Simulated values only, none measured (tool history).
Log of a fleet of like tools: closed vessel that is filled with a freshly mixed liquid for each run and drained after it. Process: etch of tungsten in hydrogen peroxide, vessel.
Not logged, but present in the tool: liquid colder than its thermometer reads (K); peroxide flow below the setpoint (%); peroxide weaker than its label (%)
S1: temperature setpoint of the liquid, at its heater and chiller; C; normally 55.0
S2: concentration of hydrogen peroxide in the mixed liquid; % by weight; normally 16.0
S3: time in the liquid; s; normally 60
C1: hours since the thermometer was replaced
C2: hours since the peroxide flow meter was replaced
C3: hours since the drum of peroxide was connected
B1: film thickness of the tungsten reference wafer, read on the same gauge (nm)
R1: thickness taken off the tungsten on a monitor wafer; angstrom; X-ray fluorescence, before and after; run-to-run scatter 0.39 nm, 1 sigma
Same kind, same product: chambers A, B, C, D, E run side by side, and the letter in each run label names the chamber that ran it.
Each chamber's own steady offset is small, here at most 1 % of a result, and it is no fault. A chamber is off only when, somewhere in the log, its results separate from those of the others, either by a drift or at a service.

{"run": "1D", "hour": 14.1, "S1": 55.0, "S2": 16.0, "S3": 60, "C1": 449.2, "C2": 443.7, "C3": 194.9, "B1": 69.972, "R1": 812.38}
{"run": "2A", "hour": 22.2, "S1": 55.0, "S2": 16.0, "S3": 60, "C1": 251.8, "C2": 1099.7, "C3": 976.0, "B1": 69.952, "R1": 812.44}
{"run": "3C", "hour": 33.6, "S1": 55.0, "S2": 16.0, "S3": 60, "C1": 425.8, "C2": 422.7, "C3": 154.9, "B1": 70.022, "R1": 819.5}
{"run": "4B", "hour": 41.4, "S1": 55.0, "S2": 16.0, "S3": 60, "C1": 1844.4, "C2": 212.5, "C3": 145.8, "B1": 70.025, "R1": 808.88}
{"run": "5E", "hour": 49.7, "S1": 55.0, "S2": 19.0, "S3": 80, "C1": 1186.0, "C2": 836.0, "C3": 735.1, "B1": 70.002, "R1": 1184.5}
{"run": "6D", "hour": 61.4, "S1": 55.0, "S2": 19.0, "S3": 80, "C1": 496.5, "C2": 491.0, "C3": 242.2, "B1": 70.067, "R1": 1186.8}
{"hour": 66.2, "done": "chamber E: peroxide flow meter replaced"}
{"run": "7B", "hour": 71.9, "S1": 55.0, "S2": 19.0, "S3": 80, "C1": 1874.9, "C2": 243.0, "C3": 176.3, "B1": 70.024, "R1": 1175.7}
{"run": "8E", "hour": 82.9, "S1": 55.0, "S2": 19.0, "S3": 80, "C1": 1219.2, "C2": 16.7, "C3": 768.3, "B1": 70.015, "R1": 1195.1}
{"run": "9A", "hour": 98.0, "S1": 55.0, "S2": 19.0, "S3": 80, "C1": 327.6, "C2": 1175.5, "C3": 1051.8, "B1": 70.016, "R1": 1186.1}
{"run": "10C", "hour": 106.6, "S1": 55.0, "S2": 16.0, "S3": 60, "C1": 498.8, "C2": 495.7, "C3": 227.9, "B1": 70.009, "R1": 816.75}
{"run": "11D", "hour": 117.5, "S1": 55.0, "S2": 12.5, "S3": 60, "C1": 552.6, "C2": 547.1, "C3": 298.3, "B1": 70.034, "R1": 709.88}
{"hour": 129.1, "done": "chamber A: peroxide flow meter replaced"}
{"run": "12B", "hour": 131.7, "S1": 55.0, "S2": 12.5, "S3": 60, "C1": 1934.7, "C2": 302.8, "C3": 236.1, "B1": 69.997, "R1": 715.29}
{"run": "13C", "hour": 138.6, "S1": 55.0, "S2": 12.5, "S3": 60, "C1": 530.8, "C2": 527.7, "C3": 259.9, "B1": 69.998, "R1": 717.03}
{"run": "14A", "hour": 153.4, "S1": 55.0, "S2": 12.5, "S3": 60, "C1": 383.0, "C2": 24.3, "C3": 1107.2, "B1": 69.97, "R1": 725.29}
{"run": "15E", "hour": 163.2, "S1": 55.0, "S2": 12.5, "S3": 60, "C1": 1299.5, "C2": 97.0, "C3": 848.6, "B1": 69.976, "R1": 708.91}
{"hour": 169.5, "done": "chamber B: new drum of peroxide connected"}
{"run": "16E", "hour": 177.4, "S1": 61.5, "S2": 13.0, "S3": 60, "C1": 1313.7, "C2": 111.2, "C3": 862.8, "B1": 70.024, "R1": 1063.7}
{"run": "17B", "hour": 191.1, "S1": 61.5, "S2": 13.0, "S3": 60, "C1": 1994.1, "C2": 362.2, "C3": 21.7, "B1": 69.964, "R1": 1067.2}
{"run": "18C", "hour": 205.4, "S1": 61.5, "S2": 13.0, "S3": 60, "C1": 597.6, "C2": 594.5, "C3": 326.7, "B1": 70.015, "R1": 1048.7}
{"run": "19D", "hour": 213.4, "S1": 61.5, "S2": 13.0, "S3": 60, "C1": 648.5, "C2": 643.0, "C3": 394.2, "B1": 70.02, "R1": 1075.7}
{"run": "20A", "hour": 226.3, "S1": 61.5, "S2": 13.0, "S3": 60, "C1": 455.9, "C2": 97.2, "C3": 1180.1, "B1": 70.007, "R1": 1088.4}
{"run": "21B", "hour": 234.6, "S1": 55.0, "S2": 16.0, "S3": 60, "C1": 2037.6, "C2": 405.7, "C3": 65.2, "B1": 69.985, "R1": 803.77}
{"run": "22D", "hour": 246.4, "S1": 55.0, "S2": 16.0, "S3": 60, "C1": 681.5, "C2": 676.0, "C3": 427.2, "B1": 69.975, "R1": 806.12}
{"hour": 255.5, "done": "chamber A: thermometer replaced"}
{"run": "23C", "hour": 257.2, "S1": 55.0, "S2": 16.0, "S3": 60, "C1": 649.4, "C2": 646.3, "C3": 378.5, "B1": 69.996, "R1": 800.97}
{"run": "24A", "hour": 268.2, "S1": 55.0, "S2": 16.0, "S3": 60, "C1": 12.8, "C2": 139.1, "C3": 1222.0, "B1": 70.002, "R1": 820.21}
{"run": "25E", "hour": 276.6, "S1": 55.0, "S2": 16.0, "S3": 60, "C1": 1412.9, "C2": 210.4, "C3": 962.0, "B1": 69.975, "R1": 811.52}
{"run": "26B", "hour": 286.1, "S1": 55.0, "S2": 16.0, "S3": 60, "C1": 2089.1, "C2": 457.2, "C3": 116.7, "B1": 70.007, "R1": 809.42}
{"hour": 293.2, "done": "chamber E: new drum of peroxide connected"}
{"run": "27E", "hour": 301.4, "S1": 50.5, "S2": 16.0, "S3": 75, "C1": 1437.7, "C2": 235.2, "C3": 8.3, "B1": 70.0, "R1": 776.86}
{"run": "28A", "hour": 310.2, "S1": 50.5, "S2": 16.0, "S3": 75, "C1": 54.8, "C2": 181.1, "C3": 1264.0, "B1": 70.0, "R1": 778.12}
{"run": "29D", "hour": 321.1, "S1": 50.5, "S2": 16.0, "S3": 75, "C1": 756.2, "C2": 750.7, "C3": 501.9, "B1": 70.031, "R1": 777.61}
{"run": "30C", "hour": 332.7, "S1": 50.5, "S2": 16.0, "S3": 75, "C1": 724.9, "C2": 721.8, "C3": 454.0, "B1": 70.063, "R1": 760.88}
{"hour": 333.8, "done": "chamber D: new drum of peroxide connected"}
{"run": "31D", "hour": 341.6, "S1": 50.5, "S2": 16.0, "S3": 75, "C1": 776.7, "C2": 771.2, "C3": 7.9, "B1": 69.975, "R1": 777.12}
{"run": "32C", "hour": 357.0, "S1": 55.0, "S2": 16.0, "S3": 60, "C1": 749.2, "C2": 746.1, "C3": 478.3, "B1": 69.964, "R1": 786.63}
{"run": "33B", "hour": 364.4, "S1": 55.0, "S2": 16.0, "S3": 60, "C1": 2167.4, "C2": 535.5, "C3": 195.0, "B1": 69.954, "R1": 806.21}
{"run": "34A", "hour": 372.7, "S1": 55.0, "S2": 16.0, "S3": 60, "C1": 117.3, "C2": 243.6, "C3": 1326.5, "B1": 70.031, "R1": 814.0}
{"run": "35E", "hour": 381.7, "S1": 55.0, "S2": 16.0, "S3": 60, "C1": 1518.0, "C2": 315.5, "C3": 88.6, "B1": 70.028, "R1": 813.98}
{"run": "36E", "hour": 397.2, "S1": 55.0, "S2": 16.0, "S3": 60, "C1": 1533.5, "C2": 331.0, "C3": 104.1, "B1": 70.003, "R1": 819.82}
{"run": "37A", "hour": 406.2, "S1": 55.0, "S2": 16.0, "S3": 60, "C1": 150.8, "C2": 277.1, "C3": 1360.0, "B1": 69.992, "R1": 816.17}
{"run": "38D", "hour": 413.6, "S1": 55.0, "S2": 16.0, "S3": 60, "C1": 848.7, "C2": 843.2, "C3": 79.9, "B1": 70.02, "R1": 814.53}
{"run": "39B", "hour": 426.5, "S1": 55.0, "S2": 21.0, "S3": 60, "C1": 2229.5, "C2": 597.6, "C3": 257.1, "B1": 70.042, "R1": 916.0}
{"run": "40C", "hour": 439.3, "S1": 55.0, "S2": 21.0, "S3": 60, "C1": 831.5, "C2": 828.4, "C3": 560.6, "B1": 70.021, "R1": 899.01}

For the next run the whole fleet of 5 chambers uses the same settings. Give each chamber's results:
{"run": "41A", "hour": 450.5, "S1": 55.0, "S2": 17.5, "S3": 60, "R1": "?"}
{"run": "41B", "hour": 450.5, "S1": 55.0, "S2": 17.5, "S3": 60, "R1": "?"}
{"run": "41C", "hour": 450.5, "S1": 55.0, "S2": 17.5, "S3": 60, "R1": "?"}
{"run": "41D", "hour": 450.5, "S1": 55.0, "S2": 17.5, "S3": 60, "R1": "?"}
{"run": "41E", "hour": 450.5, "S1": 55.0, "S2": 17.5, "S3": 60, "R1": "?"}

run=41A R1=845.92
run=41B R1=829.40
run=41C R1=816.08
run=41D R1=849.69
run=41E R1=848.95
